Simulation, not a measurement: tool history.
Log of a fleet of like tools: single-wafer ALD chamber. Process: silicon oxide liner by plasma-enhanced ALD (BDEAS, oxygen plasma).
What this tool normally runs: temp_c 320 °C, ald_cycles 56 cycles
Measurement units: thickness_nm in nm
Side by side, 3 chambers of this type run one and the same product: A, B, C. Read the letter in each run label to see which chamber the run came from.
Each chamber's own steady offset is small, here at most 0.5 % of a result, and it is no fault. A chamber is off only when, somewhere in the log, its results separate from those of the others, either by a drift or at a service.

run   hour  temp_c  ald_cycles  hours since the last thermocouple change  read-back reference wafer on the same gauge, thickness_nm  thickness_nm
 1B   13.1     320          56                                     961.0                                                     5.7085        5.0463
 2A   24.3     320          56                                     946.6                                                     5.7067        5.0690
 3C   37.6     320          56                                    1836.5                                                     5.7092        5.0509
 4B   50.7     320          56                                     998.6                                                     5.7058        5.0423
 5C   62.4     320          56                                    1861.3                                                     5.7052        5.0608
 6A   74.4     320          56                                     996.7                                                     5.7036        5.0585
 7C   86.8     320          56                                    1885.7                                                     5.7031        5.0483
 8B   98.8     320          56                                    1046.7                                                     5.7040        5.0383
 9A  109.0     320          56                                    1031.3                                                     5.7003        5.0480
10B  120.2     320          56                                    1068.1                                                     5.7019        5.0416
11C  129.8     334          51                                    1928.7                                                     5.7028        4.5158
12A  143.4     334          51                                    1065.7                                                     5.6979        4.5042
13B  153.5     334          51                                    1101.4                                                     5.6985        4.4964
14C  166.2     311          56                                    1965.1                                                     5.6974        5.1095
15A  173.9     311          56                                    1096.2                                                     5.6949        5.1201
16C  180.7     311          56                                    1979.6                                                     5.6968        5.1074
17B  192.1     320          56                                    1140.0                                                     5.6965        5.0338
18A  198.2     320          56                                    1120.5                                                     5.6937        5.0470
19B  205.0     320          56                                    1152.9                                                     5.6958        5.0319
20C  214.2     320          56                                    2013.1                                                     5.6931        5.0510
21A  221.7     320          56                                    1144.0                                                     5.6938        5.0435
22C  232.5     320          56                                    2031.4                                                     5.6927        5.0475
23B  241.5     314          66                                    1189.4                                                     5.6922        5.9792
24A  249.7     314          66                                    1172.0                                                     5.6929        5.9786
25B  260.4     314          66                                    1208.3                                                     5.6910        5.9758
26A  271.0     320          56                                    1193.3                                                     5.6897        5.0422
27C  282.7     320          46                                    2081.6                                                     5.6889        4.1443
28B  291.5     320          46                                    1239.4                                                     5.6880        4.1348
29A  304.7     320          46                                    1227.0                                                     5.6891        4.1381
30C  317.9     332          56                                    2116.8                                                     5.6859        4.9503
31B  329.6     332          56                                    1277.5                                                     5.6853        4.9390
32C  339.7     332          56                                    2138.6                                                     5.6830        4.9552
33A  346.2     320          56                                    1268.5                                                     5.6849        5.0312

The same settings go to every chamber for the next run, one line per chamber below. Forecast the results for each:
34A  355.9     320          59                                                                                                                  ?
34B  355.9     320          59                                                                                                                  ?
34C  355.9     320          59                                                                                                                  ?

run  thickness_nm
34A        5.2985
34B        5.2947
34C        5.3076
